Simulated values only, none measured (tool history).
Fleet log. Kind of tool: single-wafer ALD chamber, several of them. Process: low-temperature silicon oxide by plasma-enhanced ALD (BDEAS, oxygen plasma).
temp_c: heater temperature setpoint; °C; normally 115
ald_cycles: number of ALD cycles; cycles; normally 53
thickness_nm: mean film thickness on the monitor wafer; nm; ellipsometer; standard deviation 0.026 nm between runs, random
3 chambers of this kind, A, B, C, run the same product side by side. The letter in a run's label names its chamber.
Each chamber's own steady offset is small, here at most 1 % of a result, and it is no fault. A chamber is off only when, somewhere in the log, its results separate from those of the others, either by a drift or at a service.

| run | hour | temp_c | ald_cycles | read-back reference wafer on the same gauge, thickness_nm | thickness_nm |
|---|---|---|---|---|---|
| 1A | 2.5 | 115 | 53 | 7.626 | 7.2898 |
| 2C | 6.7 | 115 | 53 | 7.631 | 7.3611 |
| 3B | 10.3 | 115 | 53 | 7.6324 | 7.3314 |
| 4C | 13.1 | 115 | 53 | 7.628 | 7.3868 |
| 5A | 17.2 | 115 | 53 | 7.6238 | 7.3029 |
| 6B | 20.3 | 115 | 53 | 7.6329 | 7.3164 |
| 7C | 23.5 | 125 | 53 | 7.6288 | 7.2081 |
| 8B | 26.4 | 125 | 53 | 7.6237 | 7.2374 |
| 9A | 30.3 | 125 | 53 | 7.6259 | 7.1667 |
| 10C | 35 | 105 | 47 | 7.6263 | 6.6516 |
| 11A | 39.4 | 105 | 47 | 7.6286 | 6.5861 |
| 12B | 43.7 | 105 | 47 | 7.6235 | 6.6497 |
| 13C | 47.9 | 115 | 53 | 7.6278 | 7.3751 |
| 14B | 52.9 | 115 | 53 | 7.6278 | 7.3429 |
| 15A | 56 | 115 | 53 | 7.6301 | 7.3442 |
| 16B | 60.5 | 115 | 53 | 7.6342 | 7.348 |
| 17A | 64.4 | 115 | 53 | 7.6271 | 7.3009 |
| 18C | 68.8 | 115 | 53 | 7.6299 | 7.3949 |
| 19C | 71.1 | 115 | 53 | 7.625 | 7.3674 |
| 20A | 74.4 | 115 | 60 | 7.629 | 8.3067 |
| 21B | 77.6 | 115 | 60 | 7.6303 | 8.269 |
| 22B | 80.4 | 115 | 60 | 7.6304 | 8.2711 |
| 23C | 82.8 | 115 | 60 | 7.6272 | 8.3895 |
| 24A | 87 | 115 | 60 | 7.6271 | 8.2642 |
| 25B | 91.2 | 115 | 60 | 7.6346 | 8.2791 |
| 26A | 94.8 | 115 | 53 | 7.6275 | 7.3355 |
| 27C | 98.3 | 115 | 53 | 7.6245 | 7.3634 |
| 28A | 100.9 | 115 | 53 | 7.6318 | 7.3373 |
| 29C | 103.8 | 115 | 53 | 7.6334 | 7.3734 |
| 30B | 106.4 | 115 | 53 | 7.6289 | 7.3714 |
| 31C | 109 | 115 | 53 | 7.6239 | 7.3987 |
| 32A | 113.5 | 115 | 53 | 7.6259 | 7.3038 |
| 33B | 117.1 | 115 | 53 | 7.6264 | 7.3219 |
| 34C | 122.1 | 115 | 53 | 7.6289 | 7.3781 |
| 35A | 127 | 127 | 58 | 7.6356 | 7.8074 |

For the next run the whole fleet of 3 chambers uses the same settings. Give each chamber's results:
| 36A | 130.7 | 115 | 53 |  | ? |
| 36B | 130.7 | 115 | 53 |  | ? |
| 36C | 130.7 | 115 | 53 |  | ? |

| run | thickness_nm |
|---|---|
| 36A | 7.327 |
| 36B | 7.326 |
| 36C | 7.363 |
